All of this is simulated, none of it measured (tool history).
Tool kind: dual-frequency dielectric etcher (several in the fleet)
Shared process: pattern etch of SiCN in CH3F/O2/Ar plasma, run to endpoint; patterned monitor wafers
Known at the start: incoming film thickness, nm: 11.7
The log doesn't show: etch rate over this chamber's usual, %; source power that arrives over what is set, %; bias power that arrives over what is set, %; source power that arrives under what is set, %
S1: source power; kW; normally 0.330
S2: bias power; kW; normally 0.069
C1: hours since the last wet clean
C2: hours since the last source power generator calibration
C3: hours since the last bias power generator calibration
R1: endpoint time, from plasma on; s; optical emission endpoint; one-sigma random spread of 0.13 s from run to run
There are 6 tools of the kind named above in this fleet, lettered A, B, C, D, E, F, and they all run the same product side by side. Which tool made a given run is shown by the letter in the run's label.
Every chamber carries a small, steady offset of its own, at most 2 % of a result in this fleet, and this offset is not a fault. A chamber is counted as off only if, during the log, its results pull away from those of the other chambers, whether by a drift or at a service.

run	day	S1	S2	C1	C2	C3	R1
1A	0.146	0.330	0.069	216.1	88.7	2057.4	33.704
2E	0.342	0.330	0.069	343.5	1440.6	1401.1	34.182
3C	0.492	0.330	0.069	327.6	1608.6	744.4	34.280
4B	0.675	0.330	0.069	45.1	268.2	3429.6	33.671
5F	0.829	0.330	0.069	30.0	236.2	2710.9	33.998
6D	0.967	0.330	0.069	239.7	2284.3	614.2	33.881
7D	1.117	0.330	0.069	243.3	2287.9	617.8	33.762
8F	1.321	0.330	0.069	41.8	248.0	2722.7	34.174
9E	1.454	0.330	0.069	370.2	1467.3	1427.8	34.112
10C	1.638	0.330	0.069	355.1	1636.1	771.9	34.349
11B	1.738	0.330	0.069	70.6	293.7	3455.1	33.543
12A	1.858	0.330	0.069	257.2	129.8	2098.5	33.421
13B	1.958	0.330	0.069	75.9	299.0	3460.4	33.488
14F	2.121	0.290	0.085	61.0	267.2	2741.9	33.038
15A	2.321	0.290	0.085	268.3	140.9	2109.6	32.737
16E	2.488	0.290	0.085	395.0	1492.1	1452.6	33.085
17C	2.625	0.290	0.085	378.8	1659.8	795.6	33.050
18D	2.758	0.290	0.085	282.7	2327.3	657.2	32.943
19D	2.904	0.290	0.085	286.2	2330.8	660.7	33.138
20F	3.000	0.360	0.084	82.1	288.3	2763.0	30.737
21E	3.108	0.360	0.084	409.9	1507.0	1467.5	30.630
22A	3.229	0.360	0.084	290.1	162.7	2131.4	30.523
23B	3.412	0.360	0.084	110.8	333.9	3495.3	30.069
24C	3.588	0.360	0.084	401.9	1682.9	818.7	30.818
25D	3.762	0.360	0.084	306.8	2351.4	681.3	30.642
26E	3.862	0.330	0.069	428.0	1525.1	1485.6	34.005
27C	4.021	0.330	0.069	412.3	1693.3	829.1	34.291
28F	4.142	0.330	0.069	109.5	315.7	2790.4	34.321
29B	4.292	0.330	0.069	131.9	355.0	3516.4	33.495
30A	4.408	0.330	0.069	318.4	191.0	2159.7	33.843
31F	4.604	0.330	0.069	120.6	326.8	2801.5	34.140
32B	4.800	0.330	0.069	144.1	367.2	3528.6	33.509
33D	4.967	0.330	0.069	335.7	2380.3	710.2	33.864
34C	5.125	0.330	0.069	438.8	1719.8	855.6	34.325
35A	5.317	0.330	0.069	340.2	212.8	2181.5	33.585
36E	5.521	0.330	0.069	467.8	1564.9	1525.4	34.226
37D	5.733	0.330	0.069	354.1	2398.7	728.6	33.779
38C	5.946	0.260	0.061	458.5	1739.5	875.3	39.240
39E	6.079	0.260	0.061	481.2	1578.3	1538.8	39.409
40A	6.279	0.260	0.061	363.3	235.9	2204.6	38.633
41F	6.504	0.260	0.061	166.2	372.4	2847.1	38.960
42B	6.688	0.260	0.061	189.4	412.5	3573.9	37.892
43A	6.808	0.260	0.061	376.0	248.6	2217.3	38.852

Next, all 6 chambers run the settings below, one line each with question marks for the results. What does each chamber give?
44A	6.971	0.330	0.069				?
44B	6.971	0.330	0.069				?
44C	6.971	0.330	0.069				?
44D	6.971	0.330	0.069				?
44E	6.971	0.330	0.069				?
44F	6.971	0.330	0.069				?

run	R1
44A	33.742
44B	33.240
44C	34.016
44D	33.935
44E	34.158
44F	34.057
